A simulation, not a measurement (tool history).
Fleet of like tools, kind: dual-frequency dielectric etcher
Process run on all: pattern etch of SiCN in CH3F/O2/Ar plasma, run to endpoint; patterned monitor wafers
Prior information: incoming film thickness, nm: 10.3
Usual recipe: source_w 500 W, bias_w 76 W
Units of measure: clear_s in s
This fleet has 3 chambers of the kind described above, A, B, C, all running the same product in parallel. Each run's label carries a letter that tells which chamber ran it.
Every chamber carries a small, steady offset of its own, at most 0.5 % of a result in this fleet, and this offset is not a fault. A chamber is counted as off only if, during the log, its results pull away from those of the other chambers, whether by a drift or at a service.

{"run": "1A", "hour": 4.0, "source_w": 500, "bias_w": 76, "clear_s": 25.04}
{"run": "2C", "hour": 7.0, "source_w": 500, "bias_w": 76, "clear_s": 24.777}
{"run": "3B", "hour": 10.3, "source_w": 500, "bias_w": 76, "clear_s": 24.811}
{"run": "4A", "hour": 14.9, "source_w": 500, "bias_w": 76, "clear_s": 24.632}
{"run": "5B", "hour": 19.2, "source_w": 390, "bias_w": 76, "clear_s": 27.165}
{"run": "6C", "hour": 23.1, "source_w": 390, "bias_w": 76, "clear_s": 27.133}
{"hour": 24.5, "done": "chamber B: wet clean of the chamber"}
{"run": "7B", "hour": 27.2, "source_w": 390, "bias_w": 76, "clear_s": 27.37}
{"run": "8C", "hour": 30.0, "source_w": 500, "bias_w": 76, "clear_s": 24.751}
{"run": "9A", "hour": 33.1, "source_w": 590, "bias_w": 76, "clear_s": 23.432}
{"run": "10B", "hour": 36.0, "source_w": 590, "bias_w": 76, "clear_s": 23.176}
{"run": "11C", "hour": 40.7, "source_w": 590, "bias_w": 76, "clear_s": 23.305}
{"run": "12A", "hour": 45.9, "source_w": 400, "bias_w": 61, "clear_s": 29.203}
{"run": "13C", "hour": 51.4, "source_w": 400, "bias_w": 61, "clear_s": 29.213}
{"run": "14A", "hour": 56.7, "source_w": 400, "bias_w": 61, "clear_s": 28.875}
{"run": "15B", "hour": 60.8, "source_w": 500, "bias_w": 76, "clear_s": 24.42}
{"hour": 61.1, "done": "chamber C: source power generator calibrated"}
{"run": "16A", "hour": 66.9, "source_w": 600, "bias_w": 76, "clear_s": 23.01}
{"run": "17C", "hour": 70.8, "source_w": 600, "bias_w": 76, "clear_s": 23.112}
{"run": "18B", "hour": 76.0, "source_w": 600, "bias_w": 76, "clear_s": 23.126}
{"hour": 77.7, "done": "chamber A: wet clean of the chamber"}
{"run": "19C", "hour": 79.5, "source_w": 390, "bias_w": 58, "clear_s": 29.988}
{"run": "20A", "hour": 83.1, "source_w": 390, "bias_w": 58, "clear_s": 28.591}
{"run": "21B", "hour": 87.5, "source_w": 390, "bias_w": 58, "clear_s": 29.897}
{"run": "22A", "hour": 91.1, "source_w": 500, "bias_w": 76, "clear_s": 23.871}
{"run": "23B", "hour": 96.3, "source_w": 500, "bias_w": 76, "clear_s": 24.815}
{"run": "24C", "hour": 99.6, "source_w": 500, "bias_w": 76, "clear_s": 24.571}
{"run": "25C", "hour": 105.1, "source_w": 500, "bias_w": 76, "clear_s": 24.682}
{"run": "26B", "hour": 111.0, "source_w": 500, "bias_w": 76, "clear_s": 24.618}
{"hour": 112.8, "done": "chamber C: bias power generator calibrated"}
{"run": "27A", "hour": 116.9, "source_w": 500, "bias_w": 76, "clear_s": 23.988}
{"run": "28A", "hour": 121.3, "source_w": 500, "bias_w": 76, "clear_s": 23.778}
{"run": "29C", "hour": 126.7, "source_w": 500, "bias_w": 76, "clear_s": 24.607}

What goes on in this fleet: one chamber off, a drifting gauge, or nothing beyond the chambers' own small offsets? Name the chamber and the cause, if any.

Chamber A came out of a service off from its peers and stayed that way.
Likeliest cause: etch rate over this chamber's usual, % = 4.39.

Which of the 4 candidates below, each the usual settings with something changed and its results left as question marks, puts chamber A back in line with what the other chambers give on the usual settings?
In line here means within this much of the mean the other chambers give on the usual settings: clear_s 0.430 s
{"run": "30A-1", "hour": 131.1, "source_w": 510, "bias_w": 76, "clear_s": "?"}
{"run": "30A-2", "hour": 131.1, "source_w": 470, "bias_w": 72, "clear_s": "?"}
{"run": "30A-3", "hour": 131.1, "source_w": 490, "bias_w": 76, "clear_s": "?"}
{"run": "30A-4", "hour": 131.1, "source_w": 550, "bias_w": 76, "clear_s": "?"}

What the other chambers average on the usual settings: clear_s 24.747 s
run=30A-1 clear_s=23.617
run=30A-2 clear_s=24.803
run=30A-3 clear_s=23.970
run=30A-4 clear_s=22.963
30A-2 puts the chamber back in line with the other chambers.
